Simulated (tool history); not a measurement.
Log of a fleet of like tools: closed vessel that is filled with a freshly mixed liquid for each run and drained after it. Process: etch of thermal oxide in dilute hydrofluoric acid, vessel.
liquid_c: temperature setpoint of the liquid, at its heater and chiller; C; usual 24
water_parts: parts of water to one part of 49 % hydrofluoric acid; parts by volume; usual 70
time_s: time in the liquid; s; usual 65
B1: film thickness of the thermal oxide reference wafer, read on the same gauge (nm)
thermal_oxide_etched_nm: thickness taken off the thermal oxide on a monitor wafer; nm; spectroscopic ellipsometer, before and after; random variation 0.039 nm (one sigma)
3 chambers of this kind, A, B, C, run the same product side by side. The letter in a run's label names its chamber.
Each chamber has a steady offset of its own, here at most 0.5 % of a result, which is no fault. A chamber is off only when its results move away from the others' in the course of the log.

{"run": "1A", "hour": 4.9, "liquid_c": 24, "water_parts": 70, "time_s": 65, "B1": 90.008, "thermal_oxide_etched_nm": 4.6214}
{"run": "2B", "hour": 8.7, "liquid_c": 24, "water_parts": 70, "time_s": 65, "B1": 90.002, "thermal_oxide_etched_nm": 4.6282}
{"run": "3C", "hour": 11.7, "liquid_c": 24, "water_parts": 70, "time_s": 65, "B1": 90.018, "thermal_oxide_etched_nm": 4.5748}
{"run": "4C", "hour": 14.4, "liquid_c": 24, "water_parts": 70, "time_s": 65, "B1": 90.005, "thermal_oxide_etched_nm": 4.6074}
{"run": "5A", "hour": 19.4, "liquid_c": 24, "water_parts": 70, "time_s": 65, "B1": 89.99, "thermal_oxide_etched_nm": 4.6276}
{"run": "6B", "hour": 24.4, "liquid_c": 24, "water_parts": 70, "time_s": 65, "B1": 90.011, "thermal_oxide_etched_nm": 4.5522}
{"run": "7C", "hour": 27.1, "liquid_c": 24, "water_parts": 70, "time_s": 95, "B1": 90.002, "thermal_oxide_etched_nm": 6.8665}
{"run": "8B", "hour": 30.3, "liquid_c": 24, "water_parts": 70, "time_s": 95, "B1": 90.002, "thermal_oxide_etched_nm": 6.7859}
{"run": "9A", "hour": 35.4, "liquid_c": 24, "water_parts": 70, "time_s": 95, "B1": 90.011, "thermal_oxide_etched_nm": 6.6627}
{"hour": 36.6, "done": "chamber C: hydrofluoric acid flow meter replaced"}
{"run": "10C", "hour": 38.3, "liquid_c": 24, "water_parts": 70, "time_s": 65, "B1": 90.0, "thermal_oxide_etched_nm": 4.5793}
{"run": "11B", "hour": 42.0, "liquid_c": 24, "water_parts": 70, "time_s": 65, "B1": 89.994, "thermal_oxide_etched_nm": 4.5993}
{"run": "12A", "hour": 46.7, "liquid_c": 24, "water_parts": 70, "time_s": 65, "B1": 89.991, "thermal_oxide_etched_nm": 4.6258}
{"run": "13A", "hour": 50.9, "liquid_c": 24, "water_parts": 70, "time_s": 65, "B1": 90.003, "thermal_oxide_etched_nm": 4.6932}
{"run": "14C", "hour": 54.3, "liquid_c": 24, "water_parts": 70, "time_s": 65, "B1": 89.985, "thermal_oxide_etched_nm": 4.5111}
{"run": "15B", "hour": 57.5, "liquid_c": 24, "water_parts": 70, "time_s": 65, "B1": 90.016, "thermal_oxide_etched_nm": 4.6005}
{"run": "16A", "hour": 61.7, "liquid_c": 24, "water_parts": 70, "time_s": 65, "B1": 90.01, "thermal_oxide_etched_nm": 4.6771}
{"run": "17B", "hour": 64.2, "liquid_c": 24, "water_parts": 70, "time_s": 65, "B1": 89.997, "thermal_oxide_etched_nm": 4.6254}
{"run": "18C", "hour": 69.8, "liquid_c": 24, "water_parts": 70, "time_s": 65, "B1": 89.991, "thermal_oxide_etched_nm": 4.5989}
{"run": "19A", "hour": 72.6, "liquid_c": 24, "water_parts": 70, "time_s": 65, "B1": 90.009, "thermal_oxide_etched_nm": 4.6738}
{"run": "20C", "hour": 77.1, "liquid_c": 24, "water_parts": 70, "time_s": 65, "B1": 89.995, "thermal_oxide_etched_nm": 4.5615}
{"run": "21B", "hour": 82.5, "liquid_c": 24, "water_parts": 70, "time_s": 65, "B1": 90.027, "thermal_oxide_etched_nm": 4.5606}
{"run": "22C", "hour": 87.7, "liquid_c": 24, "water_parts": 70, "time_s": 65, "B1": 90.007, "thermal_oxide_etched_nm": 4.5535}
{"run": "23A", "hour": 90.3, "liquid_c": 24, "water_parts": 70, "time_s": 65, "B1": 89.976, "thermal_oxide_etched_nm": 4.7219}
{"run": "24B", "hour": 95.0, "liquid_c": 24, "water_parts": 70, "time_s": 65, "B1": 90.01, "thermal_oxide_etched_nm": 4.5764}
{"run": "25A", "hour": 99.9, "liquid_c": 24, "water_parts": 70, "time_s": 65, "B1": 90.014, "thermal_oxide_etched_nm": 4.7852}
{"run": "26C", "hour": 105.2, "liquid_c": 24, "water_parts": 70, "time_s": 65, "B1": 90.014, "thermal_oxide_etched_nm": 4.5873}
{"run": "27B", "hour": 110.3, "liquid_c": 24, "water_parts": 70, "time_s": 65, "B1": 89.984, "thermal_oxide_etched_nm": 4.549}
{"run": "28B", "hour": 114.7, "liquid_c": 24, "water_parts": 70, "time_s": 65, "B1": 90.003, "thermal_oxide_etched_nm": 4.5872}
{"run": "29C", "hour": 118.8, "liquid_c": 24, "water_parts": 70, "time_s": 65, "B1": 90.005, "thermal_oxide_etched_nm": 4.5509}
{"run": "30A", "hour": 123.3, "liquid_c": 24, "water_parts": 70, "time_s": 65, "B1": 90.009, "thermal_oxide_etched_nm": 4.8526}
{"run": "31B", "hour": 128.5, "liquid_c": 24, "water_parts": 80, "time_s": 65, "B1": 90.017, "thermal_oxide_etched_nm": 3.9602}
{"run": "32A", "hour": 133.0, "liquid_c": 24, "water_parts": 80, "time_s": 65, "B1": 89.984, "thermal_oxide_etched_nm": 4.1695}
{"run": "33C", "hour": 138.3, "liquid_c": 24, "water_parts": 80, "time_s": 65, "B1": 89.997, "thermal_oxide_etched_nm": 3.9788}
{"run": "34A", "hour": 142.8, "liquid_c": 24, "water_parts": 70, "time_s": 65, "B1": 90.01, "thermal_oxide_etched_nm": 4.8526}
{"run": "35B", "hour": 146.0, "liquid_c": 24, "water_parts": 70, "time_s": 65, "B1": 90.012, "thermal_oxide_etched_nm": 4.6276}

Is one chamber off against the others, does the gauge drift, or is nothing wrong? If a chamber is off, say which, and what the likeliest cause is.

Chamber A drifts away from the others.
Cause: hydrofluoric acid flow above the setpoint (%) = 6.96.
The log may not tell that from: liquid hotter than its thermometer reads (K).

Here are 4 candidates for chamber A's next run, each the usual settings with a change, their results left as question marks. Which one brings its results back in line with what the others give on the usual settings?
In line means no further than this from the other chambers' mean on the usual settings: thermal_oxide_etched_nm 0.1400 nm
{"run": "36A-1", "hour": 150.0, "liquid_c": 24.0, "water_parts": 75, "time_s": 65, "thermal_oxide_etched_nm": "?"}
{"run": "36A-2", "hour": 150.0, "liquid_c": 25.5, "water_parts": 70, "time_s": 65, "thermal_oxide_etched_nm": "?"}
{"run": "36A-3", "hour": 150.0, "liquid_c": 24.5, "water_parts": 70, "time_s": 65, "thermal_oxide_etched_nm": "?"}
{"run": "36A-4", "hour": 150.0, "liquid_c": 23.5, "water_parts": 70, "time_s": 65, "thermal_oxide_etched_nm": "?"}

The other chambers' mean on the usual settings: thermal_oxide_etched_nm 4.5754 nm
run=36A-1 thermal_oxide_etched_nm=4.5478
run=36A-2 thermal_oxide_etched_nm=5.2115
run=36A-3 thermal_oxide_etched_nm=5.0054
run=36A-4 thermal_oxide_etched_nm=4.8058
36A-1 brings the chamber back in line.
